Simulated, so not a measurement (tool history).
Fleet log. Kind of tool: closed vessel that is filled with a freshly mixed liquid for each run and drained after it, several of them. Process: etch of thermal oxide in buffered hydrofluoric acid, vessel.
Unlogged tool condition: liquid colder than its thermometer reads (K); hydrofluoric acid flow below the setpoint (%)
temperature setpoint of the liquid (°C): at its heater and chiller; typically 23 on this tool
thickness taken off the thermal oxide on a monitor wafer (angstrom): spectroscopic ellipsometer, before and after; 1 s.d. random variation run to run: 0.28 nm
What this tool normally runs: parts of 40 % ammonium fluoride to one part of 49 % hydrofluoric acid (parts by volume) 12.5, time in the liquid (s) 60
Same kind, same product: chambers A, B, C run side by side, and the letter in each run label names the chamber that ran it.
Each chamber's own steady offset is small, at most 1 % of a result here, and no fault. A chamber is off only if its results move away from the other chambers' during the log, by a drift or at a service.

run	hour	temperature setpoint of the liquid (°C)	parts of 40 % ammonium fluoride to one part of 49 % hydrofluoric acid (parts by volume)	time in the liquid (s)	hours since the thermometer was replaced	hours since the hydrofluoric acid flow meter was replaced	read-back film thickness of the thermal oxide reference wafer, read on the same gauge (nm)	thickness taken off the thermal oxide on a monitor wafer (angstrom)
1A	7	23	12.5	60	1581.4	27	29.986	510.04
2B	16.2	23	12.5	60	2441.3	223.5	29.99	501.75
3C	23.8	23	12.5	60	166.3	1069.7	30.007	507.03
4A	36.2	23	12.5	60	1610.6	56.2	29.989	502.53
5B	50.2	23	12.5	60	2475.3	257.5	30	504.7
6C	63	23	12.5	60	205.5	1108.9	29.989	504.55
7B	75.8	23	12.5	60	2500.9	283.1	29.983	504.23
# hour 87.5: chamber A: thermometer replaced
8C	88.3	23	12.5	60	230.8	1134.2	30.007	508.55
9A	102.6	23	12.5	60	15.2	122.6	30.018	497.96
# hour 107.7: chamber B: thermometer replaced
10A	113.6	23	12.5	60	26.2	133.6	30.014	502.07
11C	122.3	23	12.5	60	264.8	1168.2	30.023	506.16
12B	136.9	23	12.5	60	29.3	344.2	30.017	494.94
13B	145.4	23	12.5	60	37.8	352.7	29.997	495.89
14C	154.5	23	12.5	60	297	1200.4	29.981	507.63
15A	161.5	23	12.5	60	74.1	181.5	30.007	509.65
16C	175.7	23	12.5	60	318.2	1221.6	29.985	509.72
17A	188.1	23	12.5	60	100.7	208.1	29.998	504.82
18B	194.7	23	12.5	60	87.1	402	29.989	489.66
19A	202	23	12.5	60	114.6	222	30.015	498.17
20B	209.8	23	12.5	75	102.2	417.1	29.977	612.97
21C	223.2	23	12.5	75	365.7	1269.1	30.004	634.57
22C	236.1	23	12.5	75	378.6	1282	30.003	630.53
23B	243.8	23	12.5	60	136.2	451.1	29.996	485.23
24A	250.3	23	12.5	60	162.9	270.3	29.978	505.17
25A	260.2	23	12.5	60	172.8	280.2	30.005	505.75
26B	267.3	23	12.5	60	159.7	474.6	29.981	475.95
27C	275.8	23	12.5	60	418.3	1321.7	29.983	508.24
28C	284.4	23	12.5	60	426.9	1330.3	30.02	509.95
29A	293.5	23	12.5	60	206.1	313.5	29.991	500.57
30B	302.3	23	12.5	60	194.7	509.6	30.01	473.47

All chambers now run identical settings, listed one chamber a line with results as question marks. What results will each chamber show?
31A	312.9	23	12.5	60				?
31B	312.9	23	12.5	60				?
31C	312.9	23	12.5	60				?

run	thickness taken off the thermal oxide on a monitor wafer (angstrom)
31A	502.55
31B	473.28
31C	509.8
